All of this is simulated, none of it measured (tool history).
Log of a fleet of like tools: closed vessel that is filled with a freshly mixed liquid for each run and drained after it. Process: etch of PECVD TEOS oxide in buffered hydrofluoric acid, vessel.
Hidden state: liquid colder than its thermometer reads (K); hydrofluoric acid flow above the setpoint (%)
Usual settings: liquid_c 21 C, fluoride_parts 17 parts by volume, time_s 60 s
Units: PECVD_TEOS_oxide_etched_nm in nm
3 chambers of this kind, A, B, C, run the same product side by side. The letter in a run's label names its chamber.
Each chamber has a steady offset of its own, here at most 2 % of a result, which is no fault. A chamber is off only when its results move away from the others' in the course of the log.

run	hour	liquid_c	fluoride_parts	time_s	hours since the thermometer was replaced	hours since the hydrofluoric acid flow meter was replaced	read-back film thickness of the PECVD TEOS oxide reference wafer, read on the same gauge (nm)	PECVD_TEOS_oxide_etched_nm
1B	6.4	21	17	60	827.7	912.1	149.98	116.96
2A	17.2	21	17	60	919.3	264.8	150.02	114.52
3C	31.3	21	17	60	1897.5	551.5	150	114.3
4C	39.6	21	17	60	1905.8	559.8	149.94	113.8
5B	49.1	21	17	60	870.4	954.8	149.94	116.07
6A	60.7	21	17	60	962.8	308.3	150.03	113.47
7A	67.3	21	17	60	969.4	314.9	150.05	111.72
8B	76.4	21	17	60	897.7	982.1	150.02	115.47
9C	87.2	21	17	60	1953.4	607.4	149.99	116.41
10C	100.3	21	17	60	1966.5	620.5	150.01	117.56
11B	107.7	21	17	60	929	1013.4	149.98	117.09
12A	114.9	21	17	60	1017	362.5	149.98	114.19
13A	124.4	21	17	60	1026.5	372	149.99	113.47
14B	136.1	21	17	60	957.4	1041.8	150.01	117.13
15C	145.2	21	17	60	2011.4	665.4	150	121.56
16A	155.3	21	17	60	1057.4	402.9	150.03	115.31
17B	168.1	21	17	60	989.4	1073.8	149.97	113.71
18C	180	21	17	60	2046.2	700.2	150.02	122.12
19A	189.7	21	20.5	60	1091.8	437.3	149.96	94.976
20B	202.9	21	20.5	60	1024.2	1108.6	150.01	94.772
21C	214.2	21	20.5	60	2080.4	734.4	149.99	101.47

All 3 chambers run these settings next. Forecast each chamber's results:
22A	224.5	21	17	60				?
22B	224.5	21	17	60				?
22C	224.5	21	17	60				?

run	PECVD_TEOS_oxide_etched_nm
22A	111.75
22B	116.17
22C	124.71
